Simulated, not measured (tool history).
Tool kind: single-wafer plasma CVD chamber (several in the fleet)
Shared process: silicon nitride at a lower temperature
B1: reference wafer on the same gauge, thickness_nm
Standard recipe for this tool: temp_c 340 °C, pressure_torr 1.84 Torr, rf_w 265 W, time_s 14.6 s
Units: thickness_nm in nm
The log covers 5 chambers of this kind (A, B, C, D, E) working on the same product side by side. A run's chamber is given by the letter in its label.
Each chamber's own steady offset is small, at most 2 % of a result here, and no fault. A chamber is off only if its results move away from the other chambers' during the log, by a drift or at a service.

run 1E day=0.375 | temp_c=340 pressure_torr=1.84 rf_w=265 time_s=14.6 | B1=13.707 | thickness_nm=16.429
run 2D day=0.558 | temp_c=340 pressure_torr=1.84 rf_w=265 time_s=14.6 | B1=13.703 | thickness_nm=16.793
run 3A day=0.938 | temp_c=340 pressure_torr=1.84 rf_w=265 time_s=14.6 | B1=13.705 | thickness_nm=16.350
run 4C day=1.129 | temp_c=340 pressure_torr=1.84 rf_w=265 time_s=14.6 | B1=13.706 | thickness_nm=16.663
run 5B day=1.396 | temp_c=340 pressure_torr=1.84 rf_w=265 time_s=14.6 | B1=13.713 | thickness_nm=16.471
run 6E day=1.725 | temp_c=340 pressure_torr=1.84 rf_w=265 time_s=14.6 | B1=13.712 | thickness_nm=16.473
run 7B day=1.992 | temp_c=340 pressure_torr=1.84 rf_w=265 time_s=14.6 | B1=13.714 | thickness_nm=16.483
run 8D day=2.275 | temp_c=340 pressure_torr=1.84 rf_w=265 time_s=14.6 | B1=13.710 | thickness_nm=16.808
run 9A day=2.517 | temp_c=340 pressure_torr=1.84 rf_w=265 time_s=14.6 | B1=13.724 | thickness_nm=16.355
run 10C day=2.712 | temp_c=340 pressure_torr=1.84 rf_w=265 time_s=14.6 | B1=13.719 | thickness_nm=16.630
run 11C day=2.892 | temp_c=340 pressure_torr=1.84 rf_w=265 time_s=14.6 | B1=13.722 | thickness_nm=16.637
run 12B day=3.204 | temp_c=340 pressure_torr=1.84 rf_w=265 time_s=14.6 | B1=13.719 | thickness_nm=16.451
run 13D day=3.496 | temp_c=340 pressure_torr=1.84 rf_w=265 time_s=14.6 | B1=13.720 | thickness_nm=16.810
run 14A day=3.862 | temp_c=340 pressure_torr=1.84 rf_w=265 time_s=14.6 | B1=13.726 | thickness_nm=16.411
run 15E day=4.100 | temp_c=340 pressure_torr=1.84 rf_w=265 time_s=14.6 | B1=13.730 | thickness_nm=16.490
run 16B day=4.412 | temp_c=340 pressure_torr=1.84 rf_w=265 time_s=14.6 | B1=13.731 | thickness_nm=16.494
run 17D day=4.767 | temp_c=340 pressure_torr=1.84 rf_w=265 time_s=14.6 | B1=13.733 | thickness_nm=16.804
run 18A day=4.967 | temp_c=331 pressure_torr=1.84 rf_w=220 time_s=14.6 | B1=13.738 | thickness_nm=14.307
-- day=5.096 chamber C: RF generator calibrated
-- day=5.238 chamber D: RF generator calibrated
run 19C day=5.250 | temp_c=331 pressure_torr=1.84 rf_w=220 time_s=14.6 | B1=13.734 | thickness_nm=14.578
run 20E day=5.562 | temp_c=331 pressure_torr=1.84 rf_w=220 time_s=14.6 | B1=13.735 | thickness_nm=14.562
run 21A day=5.921 | temp_c=331 pressure_torr=1.84 rf_w=220 time_s=14.6 | B1=13.740 | thickness_nm=14.355
run 22C day=6.262 | temp_c=331 pressure_torr=1.84 rf_w=220 time_s=14.6 | B1=13.742 | thickness_nm=14.566
run 23D day=6.467 | temp_c=340 pressure_torr=1.84 rf_w=265 time_s=14.6 | B1=13.746 | thickness_nm=16.834
run 24B day=6.858 | temp_c=340 pressure_torr=1.84 rf_w=265 time_s=14.6 | B1=13.748 | thickness_nm=16.550
-- day=6.917 chamber D: capacitance manometer re-zeroed and calibrated
run 25E day=7.104 | temp_c=340 pressure_torr=1.84 rf_w=265 time_s=14.6 | B1=13.749 | thickness_nm=16.506
run 26A day=7.312 | temp_c=340 pressure_torr=1.84 rf_w=265 time_s=14.6 | B1=13.750 | thickness_nm=16.412
run 27B day=7.496 | temp_c=340 pressure_torr=1.84 rf_w=265 time_s=14.6 | B1=13.752 | thickness_nm=16.503
run 28D day=7.892 | temp_c=340 pressure_torr=1.84 rf_w=265 time_s=14.6 | B1=13.752 | thickness_nm=16.849
run 29E day=8.246 | temp_c=340 pressure_torr=1.84 rf_w=265 time_s=14.6 | B1=13.758 | thickness_nm=16.561
run 30C day=8.508 | temp_c=340 pressure_torr=1.84 rf_w=265 time_s=14.6 | B1=13.758 | thickness_nm=16.690
run 31C day=8.829 | temp_c=340 pressure_torr=1.84 rf_w=265 time_s=14.6 | B1=13.764 | thickness_nm=16.731
run 32D day=9.079 | temp_c=348 pressure_torr=1.84 rf_w=265 time_s=14.6 | B1=13.761 | thickness_nm=16.815
run 33B day=9.296 | temp_c=348 pressure_torr=1.84 rf_w=265 time_s=14.6 | B1=13.762 | thickness_nm=16.469
run 34E day=9.492 | temp_c=348 pressure_torr=1.84 rf_w=265 time_s=14.6 | B1=13.766 | thickness_nm=16.461
run 35A day=9.812 | temp_c=348 pressure_torr=1.84 rf_w=265 time_s=14.6 | B1=13.775 | thickness_nm=16.387
run 36B day=10.071 | temp_c=348 pressure_torr=1.84 rf_w=265 time_s=14.6 | B1=13.773 | thickness_nm=16.530
run 37D day=10.425 | temp_c=340 pressure_torr=1.84 rf_w=265 time_s=14.6 | B1=13.770 | thickness_nm=16.817
run 38E day=10.650 | temp_c=340 pressure_torr=1.84 rf_w=265 time_s=14.6 | B1=13.773 | thickness_nm=16.532
run 39A day=10.850 | temp_c=340 pressure_torr=2.09 rf_w=310 time_s=14.6 | B1=13.773 | thickness_nm=18.965
run 40C day=11.162 | temp_c=340 pressure_torr=2.09 rf_w=310 time_s=14.6 | B1=13.775 | thickness_nm=19.285

Each of the 5 chambers runs these same settings next. Fill in every chamber's results:
run 41A day=11.446 | temp_c=340 pressure_torr=1.67 rf_w=265 time_s=14.6 | thickness_nm=?
run 41B day=11.446 | temp_c=340 pressure_torr=1.67 rf_w=265 time_s=14.6 | thickness_nm=?
run 41C day=11.446 | temp_c=340 pressure_torr=1.67 rf_w=265 time_s=14.6 | thickness_nm=?
run 41D day=11.446 | temp_c=340 pressure_torr=1.67 rf_w=265 time_s=14.6 | thickness_nm=?
run 41E day=11.446 | temp_c=340 pressure_torr=1.67 rf_w=265 time_s=14.6 | thickness_nm=?

run=41A thickness_nm=16.019
run=41B thickness_nm=16.117
run=41C thickness_nm=16.296
run=41D thickness_nm=16.470
run=41E thickness_nm=16.136

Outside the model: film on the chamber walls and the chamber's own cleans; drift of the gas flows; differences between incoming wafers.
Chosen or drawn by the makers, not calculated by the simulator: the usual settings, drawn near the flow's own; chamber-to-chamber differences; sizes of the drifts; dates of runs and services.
